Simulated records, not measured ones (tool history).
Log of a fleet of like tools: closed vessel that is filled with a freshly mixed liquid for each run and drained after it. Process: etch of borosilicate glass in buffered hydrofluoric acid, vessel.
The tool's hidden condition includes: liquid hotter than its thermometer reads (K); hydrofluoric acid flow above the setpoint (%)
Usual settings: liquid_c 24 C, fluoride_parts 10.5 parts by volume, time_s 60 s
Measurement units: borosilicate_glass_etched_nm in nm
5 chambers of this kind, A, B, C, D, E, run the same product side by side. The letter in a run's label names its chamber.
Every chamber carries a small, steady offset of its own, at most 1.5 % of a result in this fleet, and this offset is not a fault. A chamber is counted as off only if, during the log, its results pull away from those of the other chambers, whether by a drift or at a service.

run	hour	liquid_c	fluoride_parts	time_s	hours since the thermometer was replaced	hours since the hydrofluoric acid flow meter was replaced	read-back film thickness of the borosilicate glass reference wafer, read on the same gauge (nm)	borosilicate_glass_etched_nm
1D	13.1	24	10.5	60	294.9	235.2	150.01	72.934
2E	22.9	24	10.5	60	1119.4	1393.4	149.96	71.796
3C	36.1	24	10.5	60	964	1043.7	149.99	71.918
4B	46.2	24	10.5	60	1843.9	147.2	150.01	71.924
5A	54.5	24	10.5	60	814	260.6	149.99	70.309
6E	61.9	24	10.5	60	1158.4	1432.4	150	70.96
7A	71.4	24	8.5	40	830.9	277.5	150	55.828
8C	77.7	24	8.5	40	1005.6	1085.3	149.98	57.379
9D	85.9	24	8.5	40	367.7	308	150.04	58.435
10B	94	24	8.5	40	1891.7	195	150.01	57.885
11B	104.5	24	8.5	40	1902.2	205.5	150	58.422
12D	116.4	24	7.5	80	398.2	338.5	149.98	131.67
13C	129.8	24	7.5	80	1057.7	1137.4	150.01	134.55
14E	142	24	7.5	80	1238.5	1512.5	149.99	127.84
15A	155.6	24	7.5	80	915.1	361.7	150	130.18
16B	165.8	24	7.5	80	1963.5	266.8	149.98	133.39
17D	176.9	24	10.5	60	458.7	399	149.98	72.526
18C	186.4	24	12.5	60	1114.3	1194	150.02	60.979
# hour 189.7: chamber E: thermometer replaced
19E	194.6	24	12.5	60	4.9	1565.1	150.03	59.365
20A	200.9	24	12.5	60	960.4	407	150	60.175
21D	209.1	24	12.5	60	490.9	431.2	150	61.447
22C	218.7	24	12.5	60	1146.6	1226.3	150.02	60.691
23A	230.1	24	10.5	60	989.6	436.2	150.01	71.397
24B	242.8	24	10.5	60	2040.5	343.8	149.99	74.563
25E	248.7	24	10.5	60	59	1619.2	150	70.831
26C	254.7	24	10.5	60	1182.6	1262.3	150	71.796
27E	260.7	24	10.5	60	71	1631.2	150	69.621
28B	269.5	24	10.5	60	2067.2	370.5	150.01	76.165
29A	280.9	24	10.5	60	1040.4	487	150.02	70.544
30D	294.3	24	10.5	75	576.1	516.4	150	89.811
31C	301.7	24	10.5	75	1229.6	1309.3	149.99	89.918
32B	312.7	24	10.5	75	2110.4	413.7	150	99.685
33D	321.6	24	10.5	75	603.4	543.7	149.99	90.492
34A	329.8	24	10.5	75	1089.3	535.9	150.01	88.072
35E	343.2	24	12	60	153.5	1713.7	150.02	61.886
36C	356.3	24	12	60	1284.2	1363.9	150.01	62.443
37E	367.3	24	12	60	177.6	1737.8	150.01	62.97

One chamber off, gauge drift, or nothing amiss beyond the chambers' own small offsets? If it is a chamber, which one, and what is the likeliest cause?

Little by little, chamber B moves away from the other chambers.
Likeliest cause: liquid hotter than its thermometer reads (K) = 2.01.
With only this log, it may be confused with: hydrofluoric acid flow above the setpoint (%).

Here are 4 candidates for chamber B's next run, each the usual settings with a change, their results left as question marks. Which one brings its results back in line with what the others give on the usual settings?
Maximum distance from the other chambers' mean on the usual settings for a result to count as in line: borosilicate_glass_etched_nm 2.5 nm
38B-1	377.1	24	10	60				?
38B-2	377.1	26	10.5	60				?
38B-3	377.1	23	10.5	60				?
38B-4	377.1	22	10.5	60				?

The mean the other chambers reach with the usual settings: borosilicate_glass_etched_nm 71.482 nm
run	borosilicate_glass_etched_nm
38B-1	83.962
38B-2	88.941
38B-3	75.976
38B-4	72.031
38B-4 is the one that brings the chamber's results back in line with the other chambers.
